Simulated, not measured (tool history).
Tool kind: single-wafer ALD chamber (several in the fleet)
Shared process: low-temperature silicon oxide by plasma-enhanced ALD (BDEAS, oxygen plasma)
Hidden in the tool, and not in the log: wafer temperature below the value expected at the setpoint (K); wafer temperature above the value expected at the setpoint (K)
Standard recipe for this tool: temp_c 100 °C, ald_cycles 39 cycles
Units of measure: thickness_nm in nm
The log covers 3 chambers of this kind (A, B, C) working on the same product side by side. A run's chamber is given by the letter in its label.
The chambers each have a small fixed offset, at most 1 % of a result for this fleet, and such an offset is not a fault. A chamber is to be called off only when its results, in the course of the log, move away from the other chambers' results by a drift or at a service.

| run | hour | temp_c | ald_cycles | hours since the last thermocouple change | read-back reference wafer on the same gauge, thickness_nm | thickness_nm |
|---|---|---|---|---|---|---|
| 1B | 12.2 | 100 | 39 | 1885.4 | 4.5186 | 5.5876 |
| 2C | 24.2 | 100 | 39 | 2366.3 | 4.5163 | 5.5375 |
| 3A | 36 | 100 | 39 | 2118.7 | 4.5156 | 5.6044 |
| 4A | 47 | 100 | 39 | 2129.7 | 4.5147 | 5.6087 |
| 5C | 59.2 | 100 | 39 | 2401.3 | 4.5149 | 5.5253 |
|  | 61.6 | chamber C: thermocouple changed; heater temperature recalibrated |
| 6B | 68.5 | 100 | 39 | 1941.7 | 4.5113 | 5.58 |
| 7C | 79 | 100 | 39 | 17.4 | 4.511 | 5.5323 |
| 8A | 87.6 | 100 | 39 | 2170.3 | 4.51 | 5.5981 |
| 9B | 98.8 | 100 | 39 | 1972 | 4.5087 | 5.5935 |
| 10A | 108.3 | 100 | 39 | 2191 | 4.5075 | 5.5804 |
| 11B | 116.7 | 100 | 39 | 1989.9 | 4.5054 | 5.5674 |
| 12C | 126 | 88 | 34 | 64.4 | 4.5075 | 5.0228 |
| 13B | 134.5 | 88 | 34 | 2007.7 | 4.5033 | 5.0782 |
| 14A | 141.6 | 88 | 34 | 2224.3 | 4.5042 | 5.0762 |
| 15C | 150.1 | 93 | 39 | 88.5 | 4.5041 | 5.6517 |
| 16B | 158.9 | 93 | 39 | 2032.1 | 4.5007 | 5.7238 |
| 17C | 171.9 | 93 | 39 | 110.3 | 4.5003 | 5.6652 |
| 18A | 178.8 | 100 | 39 | 2261.5 | 4.4992 | 5.5862 |
| 19B | 189.7 | 100 | 39 | 2062.9 | 4.4964 | 5.5556 |
| 20C | 201.8 | 100 | 39 | 140.2 | 4.4972 | 5.5141 |
| 21A | 214.6 | 108 | 39 | 2297.3 | 4.4954 | 5.49 |
| 22C | 227.8 | 108 | 39 | 166.2 | 4.4937 | 5.4228 |

Is one chamber off against the others, does the gauge drift, or is nothing wrong? If a chamber is off, say which, and what the likeliest cause is.

The shared gauge is drifting. All chambers look as if they move in step, but none is off.
What lies behind it: gauge reads low (%) = 0.602.

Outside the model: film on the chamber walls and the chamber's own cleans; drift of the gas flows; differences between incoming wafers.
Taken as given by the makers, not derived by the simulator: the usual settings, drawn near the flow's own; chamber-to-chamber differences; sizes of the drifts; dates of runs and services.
